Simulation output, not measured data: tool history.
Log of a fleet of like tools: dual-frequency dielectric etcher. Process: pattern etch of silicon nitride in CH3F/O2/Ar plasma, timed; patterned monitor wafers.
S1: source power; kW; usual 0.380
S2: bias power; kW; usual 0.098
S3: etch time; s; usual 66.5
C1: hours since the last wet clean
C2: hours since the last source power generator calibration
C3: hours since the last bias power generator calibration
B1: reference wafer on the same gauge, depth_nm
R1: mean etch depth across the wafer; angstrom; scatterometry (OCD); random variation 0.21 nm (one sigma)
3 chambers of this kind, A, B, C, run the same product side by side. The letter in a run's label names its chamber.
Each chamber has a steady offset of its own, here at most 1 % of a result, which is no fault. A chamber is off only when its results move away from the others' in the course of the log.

run 1A hour=12.8 | S1=0.380 S2=0.098 S3=66.5 | C1=34.2 C2=3608.6 C3=384.5 | B1=54.598 | R1=507.53
run 2B hour=22.8 | S1=0.380 S2=0.098 S3=66.5 | C1=155.1 C2=2204.8 C3=1369.4 | B1=54.641 | R1=512.61
run 3C hour=33.8 | S1=0.380 S2=0.098 S3=66.5 | C1=530.2 C2=175.6 C3=3316.9 | B1=54.599 | R1=510.87
run 4B hour=41.9 | S1=0.380 S2=0.098 S3=66.5 | C1=174.2 C2=2223.9 C3=1388.5 | B1=54.581 | R1=510.83
run 5A hour=48.0 | S1=0.380 S2=0.098 S3=66.5 | C1=69.4 C2=3643.8 C3=419.7 | B1=54.607 | R1=509.00
run 6C hour=59.0 | S1=0.380 S2=0.098 S3=66.5 | C1=555.4 C2=200.8 C3=3342.1 | B1=54.619 | R1=510.56
run 7B hour=71.0 | S1=0.380 S2=0.098 S3=66.5 | C1=203.3 C2=2253.0 C3=1417.6 | B1=54.587 | R1=508.92
run 8C hour=82.7 | S1=0.380 S2=0.098 S3=66.5 | C1=579.1 C2=224.5 C3=3365.8 | B1=54.553 | R1=507.45
run 9A hour=90.6 | S1=0.380 S2=0.098 S3=66.5 | C1=112.0 C2=3686.4 C3=462.3 | B1=54.615 | R1=508.78
run 10B hour=97.9 | S1=0.380 S2=0.098 S3=66.5 | C1=230.2 C2=2279.9 C3=1444.5 | B1=54.608 | R1=508.58
run 11C hour=105.6 | S1=0.380 S2=0.098 S3=66.5 | C1=602.0 C2=247.4 C3=3388.7 | B1=54.681 | R1=509.99
run 12A hour=111.3 | S1=0.380 S2=0.098 S3=66.5 | C1=132.7 C2=3707.1 C3=483.0 | B1=54.556 | R1=510.98
run 13B hour=119.8 | S1=0.330 S2=0.098 S3=49.5 | C1=252.1 C2=2301.8 C3=1466.4 | B1=54.565 | R1=358.13
run 14A hour=131.6 | S1=0.330 S2=0.098 S3=49.5 | C1=153.0 C2=3727.4 C3=503.3 | B1=54.625 | R1=358.83
run 15C hour=142.5 | S1=0.330 S2=0.098 S3=49.5 | C1=638.9 C2=284.3 C3=3425.6 | B1=54.526 | R1=360.50
run 16B hour=148.3 | S1=0.380 S2=0.098 S3=66.5 | C1=280.6 C2=2330.3 C3=1494.9 | B1=54.647 | R1=503.59
run 17A hour=154.3 | S1=0.380 S2=0.098 S3=66.5 | C1=175.7 C2=3750.1 C3=526.0 | B1=54.609 | R1=509.07
-- hour=158.0 chamber C: wet clean of the chamber
run 18C hour=166.0 | S1=0.430 S2=0.098 S3=84.0 | C1=8.0 C2=307.8 C3=3449.1 | B1=54.579 | R1=669.57
run 19A hour=178.7 | S1=0.430 S2=0.098 S3=84.0 | C1=200.1 C2=3774.5 C3=550.4 | B1=54.550 | R1=678.14
run 20C hour=186.9 | S1=0.430 S2=0.098 S3=84.0 | C1=28.9 C2=328.7 C3=3470.0 | B1=54.637 | R1=671.80
run 21B hour=194.2 | S1=0.380 S2=0.098 S3=66.5 | C1=326.5 C2=2376.2 C3=1540.8 | B1=54.599 | R1=502.31
run 22C hour=205.7 | S1=0.440 S2=0.098 S3=58.5 | C1=47.7 C2=347.5 C3=3488.8 | B1=54.600 | R1=470.95
run 23A hour=213.5 | S1=0.440 S2=0.098 S3=58.5 | C1=234.9 C2=3809.3 C3=585.2 | B1=54.623 | R1=476.28
run 24B hour=223.3 | S1=0.440 S2=0.098 S3=58.5 | C1=355.6 C2=2405.3 C3=1569.9 | B1=54.552 | R1=462.67
run 25B hour=230.8 | S1=0.380 S2=0.098 S3=66.5 | C1=363.1 C2=2412.8 C3=1577.4 | B1=54.590 | R1=499.12
run 26C hour=242.1 | S1=0.440 S2=0.098 S3=73.5 | C1=84.1 C2=383.9 C3=3525.2 | B1=54.607 | R1=592.18
run 27A hour=250.2 | S1=0.440 S2=0.098 S3=73.5 | C1=271.6 C2=3846.0 C3=621.9 | B1=54.548 | R1=596.55
run 28B hour=259.6 | S1=0.440 S2=0.098 S3=73.5 | C1=391.9 C2=2441.6 C3=1606.2 | B1=54.657 | R1=577.18
run 29A hour=270.0 | S1=0.380 S2=0.098 S3=66.5 | C1=291.4 C2=3865.8 C3=641.7 | B1=54.584 | R1=513.32
run 30C hour=278.2 | S1=0.380 S2=0.098 S3=66.5 | C1=120.2 C2=420.0 C3=3561.3 | B1=54.597 | R1=506.88
run 31A hour=286.3 | S1=0.380 S2=0.098 S3=66.5 | C1=307.7 C2=3882.1 C3=658.0 | B1=54.577 | R1=511.85

Is one chamber off against the others, does the gauge drift, or is nothing wrong? If a chamber is off, say which, and what the likeliest cause is.

Chamber B drifts away from the others.
Cause: etch rate under this chamber's usual, % = 3.78.

Here are 4 candidates for chamber B's next run, each the usual settings with a change, their results left as question marks. Which one brings its results back in line with what the others give on the usual settings?
In line means no further than this from the other chambers' mean on the usual settings: R1 7.30 angstrom
run 32B-1 hour=295.6 | S1=0.380 S2=0.097 S3=64.5 | R1=?
run 32B-2 hour=295.6 | S1=0.380 S2=0.100 S3=66.5 | R1=?
run 32B-3 hour=295.6 | S1=0.380 S2=0.098 S3=66.0 | R1=?
run 32B-4 hour=295.6 | S1=0.380 S2=0.107 S3=66.5 | R1=?

The other chambers' mean on the usual settings: R1 509.54 angstrom
run=32B-1 R1=475.41
run=32B-2 R1=495.71
run=32B-3 R1=488.31
run=32B-4 R1=508.37
32B-4 brings the chamber back in line.
